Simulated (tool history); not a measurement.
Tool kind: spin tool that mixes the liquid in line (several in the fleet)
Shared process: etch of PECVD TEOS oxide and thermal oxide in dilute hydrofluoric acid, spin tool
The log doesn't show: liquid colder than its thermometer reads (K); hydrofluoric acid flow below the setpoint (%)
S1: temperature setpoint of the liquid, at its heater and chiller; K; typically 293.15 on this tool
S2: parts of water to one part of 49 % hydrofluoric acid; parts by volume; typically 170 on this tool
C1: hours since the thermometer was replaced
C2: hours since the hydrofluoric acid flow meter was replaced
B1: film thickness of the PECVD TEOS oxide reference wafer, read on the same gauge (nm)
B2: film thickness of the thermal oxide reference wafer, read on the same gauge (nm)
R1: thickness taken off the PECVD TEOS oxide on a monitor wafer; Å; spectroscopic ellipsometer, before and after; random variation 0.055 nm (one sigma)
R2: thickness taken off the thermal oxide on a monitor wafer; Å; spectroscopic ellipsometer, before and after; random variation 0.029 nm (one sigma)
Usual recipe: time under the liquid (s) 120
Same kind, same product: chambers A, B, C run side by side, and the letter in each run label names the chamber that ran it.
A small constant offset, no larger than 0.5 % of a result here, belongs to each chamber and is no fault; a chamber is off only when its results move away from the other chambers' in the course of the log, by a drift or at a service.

{"run": "1A", "hour": 5.5, "S1": 293.15, "S2": 170, "time under the liquid (s)": 120, "C1": 1501.3, "C2": 1393.8, "B1": 140.01, "B2": 59.982, "R1": 92.626, "R2": 26.518}
{"run": "2C", "hour": 13.2, "S1": 293.15, "S2": 170, "time under the liquid (s)": 120, "C1": 96.6, "C2": 366.4, "B1": 140.03, "B2": 59.987, "R1": 92.412, "R2": 26.489}
{"run": "3B", "hour": 20.3, "S1": 293.15, "S2": 170, "time under the liquid (s)": 120, "C1": 111.9, "C2": 56.5, "B1": 139.99, "B2": 60.042, "R1": 90.984, "R2": 26.222}
{"run": "4A", "hour": 31.4, "S1": 293.15, "S2": 170, "time under the liquid (s)": 120, "C1": 1527.2, "C2": 1419.7, "B1": 139.96, "B2": 59.952, "R1": 91.75, "R2": 26.509}
{"run": "5B", "hour": 42.6, "S1": 293.15, "S2": 170, "time under the liquid (s)": 120, "C1": 134.2, "C2": 78.8, "B1": 140.03, "B2": 60.011, "R1": 92.512, "R2": 26.292}
{"run": "6C", "hour": 52.6, "S1": 293.15, "S2": 170, "time under the liquid (s)": 120, "C1": 136.0, "C2": 405.8, "B1": 139.98, "B2": 59.994, "R1": 93.35, "R2": 25.991}
{"run": "7C", "hour": 64.1, "S1": 293.15, "S2": 170, "time under the liquid (s)": 120, "C1": 147.5, "C2": 417.3, "B1": 139.99, "B2": 59.977, "R1": 93.052, "R2": 26.128}
{"run": "8B", "hour": 70.5, "S1": 295.15, "S2": 170, "time under the liquid (s)": 55, "C1": 162.1, "C2": 106.7, "B1": 140.02, "B2": 60.054, "R1": 45.842, "R2": 12.975}
{"run": "9A", "hour": 81.7, "S1": 295.15, "S2": 170, "time under the liquid (s)": 55, "C1": 1577.5, "C2": 1470.0, "B1": 139.99, "B2": 59.98, "R1": 45.619, "R2": 13.292}
{"run": "10C", "hour": 93.4, "S1": 295.15, "S2": 170, "time under the liquid (s)": 55, "C1": 176.8, "C2": 446.6, "B1": 139.99, "B2": 60.031, "R1": 46.213, "R2": 12.971}
{"run": "11B", "hour": 103.6, "S1": 293.15, "S2": 170, "time under the liquid (s)": 120, "C1": 195.2, "C2": 139.8, "B1": 139.96, "B2": 60.001, "R1": 91.83, "R2": 26.034}
{"run": "12A", "hour": 112.4, "S1": 293.15, "S2": 170, "time under the liquid (s)": 120, "C1": 1608.2, "C2": 1500.7, "B1": 140.01, "B2": 59.952, "R1": 92.529, "R2": 26.082}
{"run": "13B", "hour": 121.4, "S1": 293.15, "S2": 170, "time under the liquid (s)": 120, "C1": 213.0, "C2": 157.6, "B1": 139.98, "B2": 60.023, "R1": 92.765, "R2": 26.216}
{"run": "14C", "hour": 131.0, "S1": 293.15, "S2": 170, "time under the liquid (s)": 120, "C1": 214.4, "C2": 484.2, "B1": 139.97, "B2": 60.005, "R1": 92.315, "R2": 26.417}
{"run": "15A", "hour": 138.2, "S1": 293.15, "S2": 170, "time under the liquid (s)": 120, "C1": 1634.0, "C2": 1526.5, "B1": 139.95, "B2": 60.011, "R1": 93.867, "R2": 26.814}
{"run": "16A", "hour": 143.7, "S1": 293.15, "S2": 170, "time under the liquid (s)": 120, "C1": 1639.5, "C2": 1532.0, "B1": 140.03, "B2": 60.027, "R1": 92.377, "R2": 26.628}
{"run": "17B", "hour": 156.0, "S1": 296.65, "S2": 170, "time under the liquid (s)": 160, "C1": 247.6, "C2": 192.2, "B1": 140.03, "B2": 60.01, "R1": 141.93, "R2": 40.27}
{"hour": 163.3, "done": "chamber C: hydrofluoric acid flow meter replaced"}
{"run": "18C", "hour": 164.6, "S1": 296.65, "S2": 170, "time under the liquid (s)": 160, "C1": 248.0, "C2": 1.4, "B1": 140.0, "B2": 60.061, "R1": 141.29, "R2": 40.88}
{"run": "19C", "hour": 171.0, "S1": 296.65, "S2": 170, "time under the liquid (s)": 160, "C1": 254.4, "C2": 7.8, "B1": 140.03, "B2": 59.998, "R1": 141.0, "R2": 40.136}
{"run": "20A", "hour": 176.8, "S1": 293.15, "S2": 170, "time under the liquid (s)": 120, "C1": 1672.6, "C2": 1565.1, "B1": 140.01, "B2": 60.045, "R1": 92.841, "R2": 26.073}
{"run": "21B", "hour": 189.2, "S1": 293.15, "S2": 170, "time under the liquid (s)": 120, "C1": 280.8, "C2": 225.4, "B1": 140.03, "B2": 59.941, "R1": 93.098, "R2": 26.398}
{"run": "22A", "hour": 200.7, "S1": 297.65, "S2": 170, "time under the liquid (s)": 120, "C1": 1696.5, "C2": 1589.0, "B1": 140.05, "B2": 60.01, "R1": 110.63, "R2": 31.283}

Is one chamber off against the others, does the gauge drift, or is nothing wrong? If a chamber is off, say which, and what the likeliest cause is.

Beyond each chamber's small constant offset nothing stands out, and the gauge stays steady.
